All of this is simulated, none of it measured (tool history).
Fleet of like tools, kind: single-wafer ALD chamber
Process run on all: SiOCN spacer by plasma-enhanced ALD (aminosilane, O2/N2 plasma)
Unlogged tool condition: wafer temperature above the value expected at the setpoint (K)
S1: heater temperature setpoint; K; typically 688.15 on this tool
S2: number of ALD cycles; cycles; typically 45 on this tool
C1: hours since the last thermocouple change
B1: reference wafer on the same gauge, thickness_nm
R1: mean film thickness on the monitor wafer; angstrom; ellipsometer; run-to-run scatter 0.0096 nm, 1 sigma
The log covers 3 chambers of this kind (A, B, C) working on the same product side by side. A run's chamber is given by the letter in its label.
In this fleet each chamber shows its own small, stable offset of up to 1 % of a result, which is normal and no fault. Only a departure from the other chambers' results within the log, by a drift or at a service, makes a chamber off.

run 1B hour=5.7 | S1=688.15 S2=45 | C1=1121.5 | B1=3.031 | R1=26.113
run 2A hour=11.1 | S1=688.15 S2=45 | C1=1248.3 | B1=3.0293 | R1=25.904
run 3C hour=17.8 | S1=688.15 S2=45 | C1=1232.9 | B1=3.0327 | R1=25.811
run 4B hour=24.6 | S1=688.15 S2=45 | C1=1140.4 | B1=3.0301 | R1=25.839
run 5A hour=31.6 | S1=688.15 S2=45 | C1=1268.8 | B1=3.0284 | R1=25.631
run 6C hour=37.3 | S1=688.15 S2=45 | C1=1252.4 | B1=3.0306 | R1=25.676
run 7A hour=46.2 | S1=688.15 S2=45 | C1=1283.4 | B1=3.027 | R1=25.843
run 8C hour=50.9 | S1=688.15 S2=45 | C1=1266 | B1=3.0292 | R1=25.895
run 9B hour=56.5 | S1=688.15 S2=45 | C1=1172.3 | B1=3.0304 | R1=26.069
run 10A hour=65.4 | S1=688.15 S2=45 | C1=1302.6 | B1=3.0314 | R1=25.765
run 11C hour=72.4 | S1=688.15 S2=45 | C1=1287.5 | B1=3.0268 | R1=25.759
run 12B hour=78.6 | S1=688.15 S2=45 | C1=1194.4 | B1=3.0292 | R1=25.912
run 13B hour=84.5 | S1=688.15 S2=45 | C1=1200.3 | B1=3.0285 | R1=26.018
run 14C hour=92.3 | S1=688.15 S2=45 | C1=1307.4 | B1=3.0312 | R1=25.716
run 15A hour=96.8 | S1=688.15 S2=45 | C1=1334 | B1=3.031 | R1=25.801
run 16C hour=103.3 | S1=688.15 S2=45 | C1=1318.4 | B1=3.0324 | R1=25.536
run 17A hour=112.4 | S1=688.15 S2=45 | C1=1349.6 | B1=3.033 | R1=25.842
run 18B hour=121.4 | S1=688.15 S2=45 | C1=1237.2 | B1=3.0301 | R1=25.684
run 19B hour=125.7 | S1=688.15 S2=45 | C1=1241.5 | B1=3.0309 | R1=25.909
run 20A hour=130.3 | S1=688.15 S2=45 | C1=1367.5 | B1=3.0285 | R1=25.765
run 21C hour=136.5 | S1=688.15 S2=45 | C1=1351.6 | B1=3.0321 | R1=25.756
run 22A hour=143.3 | S1=688.15 S2=45 | C1=1380.5 | B1=3.0312 | R1=25.685
run 23B hour=150.1 | S1=693.15 S2=53 | C1=1265.9 | B1=3.0297 | R1=29.965
run 24C hour=157.6 | S1=693.15 S2=53 | C1=1372.7 | B1=3.0302 | R1=29.843
run 25A hour=164.9 | S1=693.15 S2=53 | C1=1402.1 | B1=3.0293 | R1=29.969
run 26B hour=169.8 | S1=688.15 S2=45 | C1=1285.6 | B1=3.0295 | R1=25.884
run 27C hour=175.7 | S1=688.15 S2=45 | C1=1390.8 | B1=3.0298 | R1=25.764
run 28C hour=182.6 | S1=688.15 S2=45 | C1=1397.7 | B1=3.0313 | R1=25.825
run 29B hour=190.7 | S1=688.15 S2=45 | C1=1306.5 | B1=3.027 | R1=25.901
run 30A hour=199.3 | S1=688.15 S2=45 | C1=1436.5 | B1=3.0284 | R1=25.732
run 31A hour=208.6 | S1=688.15 S2=45 | C1=1445.8 | B1=3.0284 | R1=25.639
run 32B hour=213.1 | S1=688.15 S2=45 | C1=1328.9 | B1=3.03 | R1=25.791
run 33C hour=222.4 | S1=688.15 S2=45 | C1=1437.5 | B1=3.029 | R1=25.71
run 34A hour=229.7 | S1=688.15 S2=45 | C1=1466.9 | B1=3.0286 | R1=25.896

Each of the 3 chambers runs these same settings next. Fill in every chamber's results:
run 35A hour=236.6 | S1=688.15 S2=39 | R1=?
run 35B hour=236.6 | S1=688.15 S2=39 | R1=?
run 35C hour=236.6 | S1=688.15 S2=39 | R1=?

run=35A R1=22.412
run=35B R1=22.54
run=35C R1=22.535

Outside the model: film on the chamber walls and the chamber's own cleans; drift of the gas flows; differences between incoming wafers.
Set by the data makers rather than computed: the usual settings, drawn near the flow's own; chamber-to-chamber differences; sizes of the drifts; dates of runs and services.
